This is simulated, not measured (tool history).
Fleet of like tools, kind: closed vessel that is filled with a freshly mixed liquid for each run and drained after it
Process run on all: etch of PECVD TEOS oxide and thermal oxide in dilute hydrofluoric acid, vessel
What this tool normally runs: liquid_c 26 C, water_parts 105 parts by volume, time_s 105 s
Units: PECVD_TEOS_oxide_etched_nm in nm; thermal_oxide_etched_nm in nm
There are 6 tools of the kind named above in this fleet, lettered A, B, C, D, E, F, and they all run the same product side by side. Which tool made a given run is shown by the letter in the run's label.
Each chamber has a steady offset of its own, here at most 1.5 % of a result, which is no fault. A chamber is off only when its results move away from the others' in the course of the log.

run	hour	liquid_c	water_parts	time_s	read-back film thickness of the PECVD TEOS oxide reference wafer, read on the same gauge (nm)	read-back film thickness of the thermal oxide reference wafer, read on the same gauge (nm)	PECVD_TEOS_oxide_etched_nm	thermal_oxide_etched_nm
1B	3.9	26	105	105	90.001	120.01	11.83	5.24
2A	8.4	26	105	105	90.001	120.01	11.786	5.3843
3F	11.9	26	105	105	89.996	119.99	11.832	5.2401
4E	16.8	26	105	105	90.011	120.01	11.942	5.3489
5D	20.9	26	105	105	90.002	119.99	11.85	5.3556
6C	24.9	26	105	105	89.998	120.01	11.861	5.3496
7B	27.7	26	105	105	89.996	120	11.785	5.2968
8A	31.2	26	105	105	89.992	119.99	11.841	5.3537
9F	35.6	26	105	105	89.994	119.99	11.879	5.3058
10C	39.4	26	105	105	89.996	120	11.837	5.3191
11E	44.4	26	105	105	90.009	120.01	11.769	5.3433
12D	47.8	26	105	105	90.006	120	11.768	5.3104
13C	51.3	26	105	105	89.996	119.99	11.759	5.3395
14E	55.8	26	105	105	89.986	119.99	12.002	5.3257
15F	58.6	26	105	105	89.992	119.98	11.765	5.3811
16A	61	28	130	105	90.017	120	9.9211	4.5238
17D	64.1	28	130	105	89.997	120.01	9.9937	4.5392
18B	67	28	130	105	89.977	119.98	9.8028	4.4308
19B	70.1	28	130	105	89.979	120.01	9.8865	4.4318
20F	73.9	28	130	105	90.007	119.98	9.8725	4.5071
21C	76.6	28	130	105	90.011	119.99	9.8628	4.4953
22A	79	26	105	105	90.006	120.01	11.785	5.2433
23E	84.1	26	105	105	90.003	119.97	12.038	5.3569
24D	86.9	26	105	105	89.988	120.01	11.854	5.2837
25C	90.8	26	105	105	89.99	120	11.845	5.3775
# hour 95.1: chamber E: hydrofluoric acid flow meter replaced
26D	95.1	26	105	105	90.026	120.02	11.777	5.3428
27B	97.6	26	105	60	90.005	120	6.6859	2.9819
28E	102.3	26	105	60	90.019	120.01	6.8319	3.0625
29F	105.6	26	105	60	90	120	6.7297	3.052
30A	110.6	26	105	60	89.986	120.01	6.7442	3.0788
31C	115.3	26	105	60	90	120.01	6.7369	3.0973
# hour 116.6: chamber E: thermometer replaced
32F	120.3	26	105	60	89.994	119.99	6.6973	3.0676
33B	123.1	26	105	105	89.999	119.99	11.771	5.237
34D	126.7	26	105	105	90.022	120	11.847	5.355
35A	131.4	26	105	105	89.985	120.01	11.93	5.3559
36E	134	26	90	105	90.004	120	14.03	6.4485
37B	137.1	26	90	105	89.989	119.99	13.945	6.2486
38A	139.4	26	90	105	90.011	120.01	14.168	6.3083
39C	142.8	26	90	105	90.012	120.01	14.043	6.3185
40F	146.7	26	90	105	90.004	120	13.78	6.3645
41D	149.4	26	90	105	90.022	120	14.103	6.3647

Next, all 6 chambers run the settings below, one line each with question marks for the results. What does each chamber give?
42A	153.1	26	75	105			?	?
42B	153.1	26	75	105			?	?
42C	153.1	26	75	105			?	?
42D	153.1	26	75	105			?	?
42E	153.1	26	75	105			?	?
42F	153.1	26	75	105			?	?

run	PECVD_TEOS_oxide_etched_nm	thermal_oxide_etched_nm
42A	17.215	7.813
42B	17.099	7.671
42C	17.448	7.8551
42D	17.299	7.7027
42E	17.341	7.7387
42F	16.987	7.7715
